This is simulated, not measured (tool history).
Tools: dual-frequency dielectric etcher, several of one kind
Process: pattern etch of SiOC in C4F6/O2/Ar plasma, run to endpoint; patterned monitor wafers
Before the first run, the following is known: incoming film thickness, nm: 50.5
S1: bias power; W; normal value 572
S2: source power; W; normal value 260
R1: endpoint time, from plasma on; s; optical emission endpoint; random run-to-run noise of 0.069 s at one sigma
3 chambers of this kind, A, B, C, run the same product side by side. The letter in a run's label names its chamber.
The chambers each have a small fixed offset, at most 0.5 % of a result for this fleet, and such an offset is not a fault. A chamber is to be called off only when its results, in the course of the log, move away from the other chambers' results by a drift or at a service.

| run | hour | S1 | S2 | R1 |
|---|---|---|---|---|
| 1B | 12.8 | 572 | 260 | 18.935 |
| 2A | 27.8 | 572 | 260 | 18.896 |
| 3C | 36.3 | 572 | 260 | 19.054 |
| 4C | 49.9 | 572 | 260 | 19.043 |
| 5A | 58.4 | 572 | 260 | 18.848 |
| 6B | 67.4 | 572 | 260 | 18.922 |
| 7B | 77.9 | 629 | 290 | 17.484 |
|  | 83.9 | chamber A: wet clean of the chamber |
| 8A | 91.2 | 629 | 290 | 17.547 |
| 9C | 105.0 | 629 | 290 | 17.480 |
| 10C | 118.6 | 572 | 260 | 18.899 |
| 11A | 126.7 | 572 | 260 | 18.961 |
| 12B | 135.8 | 572 | 260 | 18.911 |
| 13C | 148.7 | 572 | 260 | 18.942 |
| 14A | 156.3 | 572 | 260 | 18.929 |
| 15B | 165.9 | 486 | 210 | 21.882 |
| 16C | 180.2 | 486 | 210 | 21.662 |
| 17B | 187.6 | 486 | 210 | 21.926 |
| 18A | 199.7 | 572 | 260 | 18.887 |
| 19B | 209.9 | 572 | 260 | 19.041 |
| 20C | 221.6 | 572 | 260 | 18.704 |
| 21A | 231.1 | 572 | 260 | 18.975 |
| 22A | 241.6 | 572 | 260 | 18.904 |
|  | 254.6 | chamber B: bias power generator calibrated |
| 23B | 256.2 | 572 | 260 | 19.082 |
| 24C | 263.2 | 572 | 260 | 18.723 |
| 25B | 272.2 | 572 | 260 | 19.050 |
| 26C | 282.6 | 572 | 260 | 18.614 |
| 27A | 294.8 | 572 | 260 | 18.905 |
| 28B | 301.8 | 572 | 260 | 19.003 |
| 29A | 316.4 | 663 | 300 | 16.952 |
| 30C | 331.3 | 663 | 300 | 16.551 |
| 31C | 344.5 | 663 | 300 | 16.616 |
| 32B | 356.2 | 572 | 260 | 19.086 |
| 33A | 364.7 | 572 | 260 | 18.937 |
| 34A | 377.9 | 572 | 260 | 18.947 |
| 35C | 388.6 | 572 | 260 | 18.427 |
| 36B | 396.9 | 572 | 260 | 19.041 |

Is one chamber off against the others, does the gauge drift, or is nothing wrong? If a chamber is off, say which, and what the likeliest cause is.

One chamber, C, drifts off from the rest bit by bit.
Likeliest cause: etch rate over this chamber's usual, % = 3.04.

Which of the 4 candidates below, each the usual settings with something changed and its results left as question marks, puts chamber C back in line with what the other chambers give on the usual settings?
In line here means within this much of the mean the other chambers give on the usual settings: R1 0.240 s
| 37C-1 | 407.7 | 578 | 260 | ? |
| 37C-2 | 407.7 | 566 | 260 | ? |
| 37C-3 | 407.7 | 547 | 250 | ? |
| 37C-4 | 407.7 | 597 | 270 | ? |

Other chambers, usual settings, mean: R1 18.970 s
| run | R1 |
|---|---|
| 37C-1 | 18.327 |
| 37C-2 | 18.474 |
| 37C-3 | 18.988 |
| 37C-4 | 17.853 |
37C-3 is the one that brings the chamber's results back in line with the other chambers.
